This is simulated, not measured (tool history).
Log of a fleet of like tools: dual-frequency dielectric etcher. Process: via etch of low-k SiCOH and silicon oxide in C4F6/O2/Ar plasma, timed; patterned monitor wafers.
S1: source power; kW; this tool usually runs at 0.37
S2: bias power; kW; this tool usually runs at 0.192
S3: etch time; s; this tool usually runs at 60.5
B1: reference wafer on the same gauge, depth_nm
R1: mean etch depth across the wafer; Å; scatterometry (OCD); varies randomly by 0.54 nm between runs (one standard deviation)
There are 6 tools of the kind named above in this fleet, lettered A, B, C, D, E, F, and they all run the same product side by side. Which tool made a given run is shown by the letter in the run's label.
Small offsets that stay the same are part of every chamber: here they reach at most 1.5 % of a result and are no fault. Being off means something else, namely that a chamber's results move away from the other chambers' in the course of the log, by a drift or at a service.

Run 1A, day 0.438: usual settings; B1 143.04. Result: R1 1657.8 Å.
At day 0.571: chamber E: source power generator calibrated.
At day 0.788: chamber A: wet clean of the chamber.
Run 2B, day 0.792: usual settings; B1 142.9. Result: R1 1676.5 Å.
Run 3C, day 1.1: usual settings; B1 142.99. Result: R1 1695.3 Å.
Run 4E, day 1.55: usual settings; B1 143.04. Result: R1 1703.4 Å.
Run 5F, day 2.162: usual settings; B1 143.01. Result: R1 1689.8 Å.
Run 6D, day 2.658: usual settings; B1 143.15. Result: R1 1687 Å.
Run 7E, day 3.275: usual settings; B1 142.97. Result: R1 1702.3 Å.
At day 3.542: chamber E: wet clean of the chamber.
Run 8D, day 3.858: usual settings; B1 142.95. Result: R1 1692.7 Å.
Run 9C, day 4.254: usual settings but S2 0.22 kW, S3 73 s; B1 143.08. Result: R1 2144 Å.
At day 4.579: chamber F: wet clean of the chamber.
Run 10B, day 4.696: usual settings but S2 0.22 kW, S3 73 s; B1 143.01. Result: R1 2105 Å.
Run 11A, day 5.108: usual settings but S2 0.22 kW, S3 73 s; B1 143.02. Result: R1 2090.5 Å.
Run 12F, day 5.492: usual settings but S2 0.22 kW, S3 73 s; B1 142.98. Result: R1 2130.4 Å.
Run 13C, day 5.771: usual settings but S2 0.22 kW, S3 73 s; B1 142.94. Result: R1 2135.7 Å.
Run 14A, day 6.358: usual settings but S2 0.22 kW, S3 73 s; B1 143.05. Result: R1 2098.9 Å.
Run 15D, day 6.892: usual settings; B1 143.08. Result: R1 1688.1 Å.
Run 16E, day 7.367: usual settings; B1 142.91. Result: R1 1698.8 Å.
Run 17B, day 7.825: usual settings but S2 0.23 kW; B1 143.13. Result: R1 1775.8 Å.
Run 18F, day 8.346: usual settings but S2 0.23 kW; B1 142.95. Result: R1 1780.1 Å.
Run 19D, day 8.783: usual settings but S2 0.23 kW; B1 143.01. Result: R1 1796.6 Å.
At day 8.883: chamber C: wet clean of the chamber.
Run 20A, day 9.067: usual settings but S2 0.23 kW; B1 142.96. Result: R1 1757.7 Å.
Run 21F, day 9.608: usual settings but S2 0.23 kW; B1 142.95. Result: R1 1777 Å.
Run 22C, day 10.004: usual settings but S2 0.23 kW; B1 142.97. Result: R1 1809.6 Å.
At day 10.312: chamber D: wet clean of the chamber.
Run 23B, day 10.408: usual settings but S2 0.15 kW; B1 143.09. Result: R1 1552.2 Å.
Run 24E, day 10.771: usual settings but S2 0.15 kW; B1 142.95. Result: R1 1572 Å.
Run 25F, day 11.2: usual settings but S2 0.15 kW; B1 142.94. Result: R1 1549 Å.
Run 26C, day 11.642: usual settings but S2 0.15 kW; B1 143.08. Result: R1 1572.5 Å.
Run 27B, day 12.225: usual settings but S2 0.15 kW; B1 143. Result: R1 1547 Å.
Run 28D, day 12.854: usual settings but S2 0.15 kW; B1 142.98. Result: R1 1566.8 Å.
Run 29A, day 13.258: usual settings; B1 142.91. Result: R1 1663.1 Å.
Run 30E, day 13.817: usual settings but S3 54.5 s; B1 143. Result: R1 1525.9 Å.
Run 31E, day 14.229: usual settings but S3 54.5 s; B1 142.95. Result: R1 1536.7 Å.
Run 32A, day 14.854: usual settings but S3 54.5 s; B1 142.95. Result: R1 1494.1 Å.
Run 33F, day 15.3: usual settings but S3 54.5 s; B1 142.97. Result: R1 1509.1 Å.
Run 34D, day 15.633: usual settings but S3 54.5 s; B1 143.01. Result: R1 1519.4 Å.
Run 35B, day 16.092: usual settings but S3 54.5 s; B1 143.06. Result: R1 1511 Å.
Run 36C, day 16.4: usual settings; B1 142.91. Result: R1 1701.4 Å.
Run 37A, day 16.883: usual settings; B1 142.95. Result: R1 1657.4 Å.
Run 38E, day 17.317: usual settings; B1 143.01. Result: R1 1697.1 Å.
Run 39D, day 17.742: usual settings; B1 142.87. Result: R1 1688.6 Å.
Run 40F, day 18.062: usual settings but S1 0.3 kW, S2 0.167 kW; B1 143. Result: R1 1488.9 Å.

All 6 chambers run these settings next. Forecast each chamber's results:
Run 41A, day 18.512: usual settings but S1 0.45 kW. Result: R1 ?.
Run 41B, day 18.512: usual settings but S1 0.45 kW. Result: R1 ?.
Run 41C, day 18.512: usual settings but S1 0.45 kW. Result: R1 ?.
Run 41D, day 18.512: usual settings but S1 0.45 kW. Result: R1 ?.
Run 41E, day 18.512: usual settings but S1 0.45 kW. Result: R1 ?.
Run 41F, day 18.512: usual settings but S1 0.45 kW. Result: R1 ?.

run      R1
41A    1796
41B  1810.9
41C  1826.8
41D  1809.3
41E  1824.4
41F  1799.6
